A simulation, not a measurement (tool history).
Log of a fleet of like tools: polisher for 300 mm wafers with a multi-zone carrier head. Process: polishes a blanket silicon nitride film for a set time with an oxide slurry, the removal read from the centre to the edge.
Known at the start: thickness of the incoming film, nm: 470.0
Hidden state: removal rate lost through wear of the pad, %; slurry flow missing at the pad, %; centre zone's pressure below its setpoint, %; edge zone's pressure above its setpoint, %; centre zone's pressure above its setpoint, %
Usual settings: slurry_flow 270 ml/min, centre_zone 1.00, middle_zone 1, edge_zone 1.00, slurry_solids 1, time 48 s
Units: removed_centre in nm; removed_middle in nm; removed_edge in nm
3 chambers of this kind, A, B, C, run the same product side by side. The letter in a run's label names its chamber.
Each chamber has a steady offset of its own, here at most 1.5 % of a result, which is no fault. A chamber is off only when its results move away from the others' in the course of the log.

run,hour,slurry_flow,centre_zone,middle_zone,edge_zone,slurry_solids,time,wafers polished on this pad,hours since the slurry nozzle was cleaned,hours since the centre zone pressure was calibrated,hours since the edge zone pressure was calibrated,removed_centre,removed_middle,removed_edge
1A,7.0,270,1.00,1,1.00,1,48,204,394.9,454.7,296.9,49.444,50.447,49.581
2B,16.8,270,1.00,1,1.00,1,48,992,267.0,244.0,190.1,49.915,50.557,49.369
3C,25.6,270,1.00,1,1.00,1,48,357,378.6,309.8,95.5,49.210,49.312,50.163
# hour 31.6: chamber A: slurry nozzle cleaned
4B,37.3,270,1.00,1,1.00,1,48,1223,287.5,264.5,210.6,49.715,50.042,49.031
5A,48.4,270,1.00,1,1.00,1,48,672,16.9,496.1,338.3,49.563,50.817,49.756
6C,55.7,270,1.00,1,1.00,1,48,696,408.7,339.9,125.6,49.024,49.423,50.073
# hour 64.7: chamber C: worn pad replaced by a new one
7B,64.7,270,1.00,1,1.00,1,48,1532,314.9,291.9,238.0,50.318,49.832,49.561
8A,72.4,270,1.00,1,1.00,1,48,943,40.9,520.1,362.3,49.057,50.668,50.136
9C,80.4,270,1.00,1,1.00,1,48,177,433.4,364.6,150.3,48.660,50.314,49.981
# hour 83.1: chamber A: worn pad replaced by a new one
10A,93.4,270,1.00,1,1.00,1,48,116,61.9,541.1,383.3,49.025,50.472,50.145
11C,105.7,270,1.00,1,1.00,1,48,463,458.7,389.9,175.6,49.751,49.405,50.051
# hour 113.8: chamber B: edge zone pressure recalibrated
12B,114.9,270,1.00,1,1.00,1,48,2099,365.1,342.1,1.1,50.045,50.533,49.814
13C,128.4,270,1.00,1,1.00,1,48,719,481.4,412.6,198.3,49.483,49.141,49.734
14B,138.8,270,1.00,1,1.00,1,48,2369,389.0,366.0,25.0,49.414,49.835,49.058
15A,146.9,270,1.00,1,1.00,1,48,720,115.4,594.6,436.8,47.969,50.417,49.988
# hour 150.9: chamber C: worn pad replaced by a new one
16C,155.5,270,1.00,1,1.00,1,48,52,508.5,439.7,225.4,49.769,49.629,50.689
# hour 164.0: chamber A: worn pad replaced by a new one
17B,165.1,270,1.00,1,1.00,1,48,2666,415.3,392.3,51.3,49.172,49.654,49.010
# hour 168.9: chamber C: slurry nozzle cleaned
18A,171.5,270,1.00,1,1.00,1,48,84,140.0,619.2,461.4,48.582,50.539,49.353
19C,178.9,270,1.00,1,1.00,1,48,316,10.1,463.1,248.8,49.583,49.055,49.550
20B,187.6,270,1.00,1,1.00,1,48,2920,437.8,414.8,73.8,49.044,48.866,48.142
21A,194.6,270,1.00,1,1.00,1,48,345,163.1,642.3,484.5,49.257,50.462,50.298
22A,203.0,270,1.00,1,1.00,1,48,440,171.5,650.7,492.9,48.657,50.905,49.998
23B,216.2,270,1.00,1,1.00,1,48,3242,466.4,443.4,102.4,47.988,48.623,48.335
# hour 224.6: chamber C: worn pad replaced by a new one
24C,226.9,270,1.00,1,1.12,1,48,26,58.1,511.1,296.8,49.305,50.613,53.149
25A,237.1,270,1.00,1,1.12,1,48,825,205.6,684.8,527.0,48.436,50.871,52.890
# hour 249.3: chamber A: worn pad replaced by a new one
26C,250.2,270,1.00,1,1.12,1,48,289,81.4,534.4,320.1,50.655,50.311,53.674
27B,260.6,270,1.00,1,1.00,1,48,3743,510.8,487.8,146.8,47.872,48.061,46.651
28C,268.5,270,1.00,1,1.00,1,48,495,99.7,552.7,338.4,49.334,50.074,50.121
29B,279.4,270,1.00,1,1.00,1,48,3956,529.6,506.6,165.6,47.270,46.829,47.027
30A,290.9,270,1.00,1,1.00,1,48,470,259.4,738.6,580.8,49.224,49.994,50.404
31C,304.1,270,1.00,1,1.00,1,48,897,135.3,588.3,374.0,48.797,48.744,48.897
# hour 305.7: chamber C: worn pad replaced by a new one
32A,313.3,270,1.00,1,1.00,1,48,723,281.8,761.0,603.2,49.739,51.232,49.760
33B,320.4,270,1.00,1,1.00,1,48,4418,570.6,547.6,206.6,46.509,46.282,46.410
# hour 328.1: chamber A: worn pad replaced by a new one
34A,332.4,270,1.04,1,1.00,1,48,49,300.9,780.1,622.3,51.626,50.591,49.888
35B,339.1,270,1.04,1,1.00,1,48,4629,589.3,566.3,225.3,48.119,46.531,45.674
36C,348.1,270,1.04,1,1.00,1,48,479,179.3,632.3,418.0,51.758,49.397,49.859
# hour 354.1: chamber C: edge zone pressure recalibrated
37B,360.2,270,1.00,1,1.05,1,56,4868,610.4,587.4,246.4,53.388,53.148,54.236
# hour 368.1: chamber B: slurry nozzle cleaned
38A,371.9,270,1.00,1,1.05,1,56,495,340.4,819.6,661.8,57.455,57.858,59.224
39C,380.4,270,1.00,1,1.05,1,56,843,211.6,664.6,26.4,58.475,57.498,60.288
# hour 382.7: chamber C: worn pad replaced by a new one
# hour 385.1: chamber B: edge zone pressure recalibrated
40C,390.5,270,1.00,1,1.00,1,48,88,221.7,674.7,36.5,48.594,49.669,49.481
41B,400.3,270,1.00,1,1.00,1,48,5320,32.2,627.5,15.3,43.857,45.094,44.607
42A,410.4,270,1.00,1,1.00,1,48,929,378.9,858.1,700.3,48.858,50.342,50.218

Next, every chamber runs the same settings. What will each give?
43A,420.0,270,1.00,1,1.00,1,36,,,,,?,?,?
43B,420.0,270,1.00,1,1.00,1,36,,,,,?,?,?
43C,420.0,270,1.00,1,1.00,1,36,,,,,?,?,?

run,removed_centre,removed_middle,removed_edge
43A,36.793,37.272,37.224
43B,33.450,33.230,33.437
43C,37.541,37.278,37.611

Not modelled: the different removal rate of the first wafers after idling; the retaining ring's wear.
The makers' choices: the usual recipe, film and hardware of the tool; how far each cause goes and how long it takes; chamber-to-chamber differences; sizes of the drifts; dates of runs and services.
